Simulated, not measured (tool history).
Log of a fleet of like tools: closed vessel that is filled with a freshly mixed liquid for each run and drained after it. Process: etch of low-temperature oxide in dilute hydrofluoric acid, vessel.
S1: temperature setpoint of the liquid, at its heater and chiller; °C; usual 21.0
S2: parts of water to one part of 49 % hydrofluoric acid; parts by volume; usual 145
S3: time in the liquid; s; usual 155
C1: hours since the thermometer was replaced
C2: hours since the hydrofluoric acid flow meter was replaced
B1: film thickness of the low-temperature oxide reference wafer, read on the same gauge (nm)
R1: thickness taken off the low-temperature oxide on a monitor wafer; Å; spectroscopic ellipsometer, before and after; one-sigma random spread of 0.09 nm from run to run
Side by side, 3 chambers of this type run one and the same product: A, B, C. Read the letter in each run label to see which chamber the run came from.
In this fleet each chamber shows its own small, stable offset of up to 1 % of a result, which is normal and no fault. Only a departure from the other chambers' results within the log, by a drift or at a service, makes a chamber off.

| run | hour | S1 | S2 | S3 | C1 | C2 | B1 | R1 |
|---|---|---|---|---|---|---|---|---|
| 1C | 12.2 | 21.0 | 145 | 155 | 638.0 | 635.2 | 100.000 | 266.31 |
| 2A | 21.3 | 21.0 | 145 | 155 | 1536.0 | 535.2 | 99.982 | 271.55 |
| 3B | 32.4 | 21.0 | 145 | 155 | 416.7 | 622.3 | 99.994 | 268.69 |
| 4B | 44.1 | 21.0 | 145 | 155 | 428.4 | 634.0 | 100.030 | 270.16 |
| 5A | 53.6 | 21.0 | 145 | 155 | 1568.3 | 567.5 | 99.982 | 271.29 |
| 6C | 63.8 | 21.0 | 145 | 155 | 689.6 | 686.8 | 99.987 | 266.69 |
| 7A | 75.4 | 21.0 | 145 | 155 | 1590.1 | 589.3 | 99.963 | 272.24 |
| 8B | 81.8 | 21.0 | 145 | 155 | 466.1 | 671.7 | 99.980 | 270.41 |
| 9C | 87.3 | 21.0 | 145 | 155 | 713.1 | 710.3 | 99.971 | 267.17 |
| 10A | 94.7 | 21.0 | 145 | 155 | 1609.4 | 608.6 | 100.010 | 270.36 |
| 11B | 101.8 | 21.0 | 145 | 155 | 486.1 | 691.7 | 99.976 | 272.41 |
| 12C | 108.5 | 21.0 | 145 | 155 | 734.3 | 731.5 | 100.050 | 268.26 |
| 13A | 115.6 | 21.0 | 145 | 155 | 1630.3 | 629.5 | 99.982 | 271.68 |
| 14C | 126.9 | 21.0 | 145 | 155 | 752.7 | 749.9 | 99.986 | 267.12 |
| 15B | 135.9 | 21.0 | 145 | 155 | 520.2 | 725.8 | 99.971 | 272.30 |
| 16B | 142.8 | 21.0 | 145 | 155 | 527.1 | 732.7 | 99.995 | 274.05 |
| 17C | 148.3 | 21.0 | 145 | 155 | 774.1 | 771.3 | 99.993 | 265.35 |
| 18A | 154.8 | 24.5 | 145 | 235 | 1669.5 | 668.7 | 100.000 | 471.16 |
| 19B | 164.2 | 24.5 | 145 | 235 | 548.5 | 754.1 | 99.987 | 472.93 |
| 20A | 169.7 | 24.5 | 145 | 235 | 1684.4 | 683.6 | 99.993 | 469.62 |
| 21C | 176.0 | 17.0 | 210 | 155 | 801.8 | 799.0 | 100.010 | 146.23 |
| 22A | 183.5 | 17.0 | 210 | 155 | 1698.2 | 697.4 | 99.988 | 149.74 |
| 23B | 191.2 | 17.0 | 210 | 155 | 575.5 | 781.1 | 99.974 | 149.98 |
| 24C | 202.1 | 21.0 | 145 | 155 | 827.9 | 825.1 | 99.989 | 267.28 |
| 25A | 210.0 | 21.0 | 145 | 155 | 1724.7 | 723.9 | 99.989 | 271.29 |
| 26C | 218.0 | 21.0 | 145 | 155 | 843.8 | 841.0 | 100.010 | 268.83 |
| 27B | 228.9 | 21.0 | 145 | 155 | 613.2 | 818.8 | 99.979 | 273.19 |
| 28C | 237.1 | 21.0 | 145 | 155 | 862.9 | 860.1 | 100.030 | 265.44 |
| 29A | 249.2 | 21.0 | 145 | 155 | 1763.9 | 763.1 | 100.010 | 271.81 |
| 30B | 261.0 | 21.0 | 145 | 155 | 645.3 | 850.9 | 100.010 | 273.41 |
| 31A | 270.3 | 21.0 | 145 | 155 | 1785.0 | 784.2 | 100.020 | 272.85 |
| 32C | 282.1 | 21.0 | 145 | 155 | 907.9 | 905.1 | 99.995 | 266.71 |

The same settings go to every chamber for the next run, one line per chamber below. Forecast the results for each:
| 33A | 290.8 | 18.5 | 145 | 155 |  |  |  | ? |
| 33B | 290.8 | 18.5 | 145 | 155 |  |  |  | ? |
| 33C | 290.8 | 18.5 | 145 | 155 |  |  |  | ? |

| run | R1 |
|---|---|
| 33A | 245.80 |
| 33B | 249.33 |
| 33C | 240.25 |
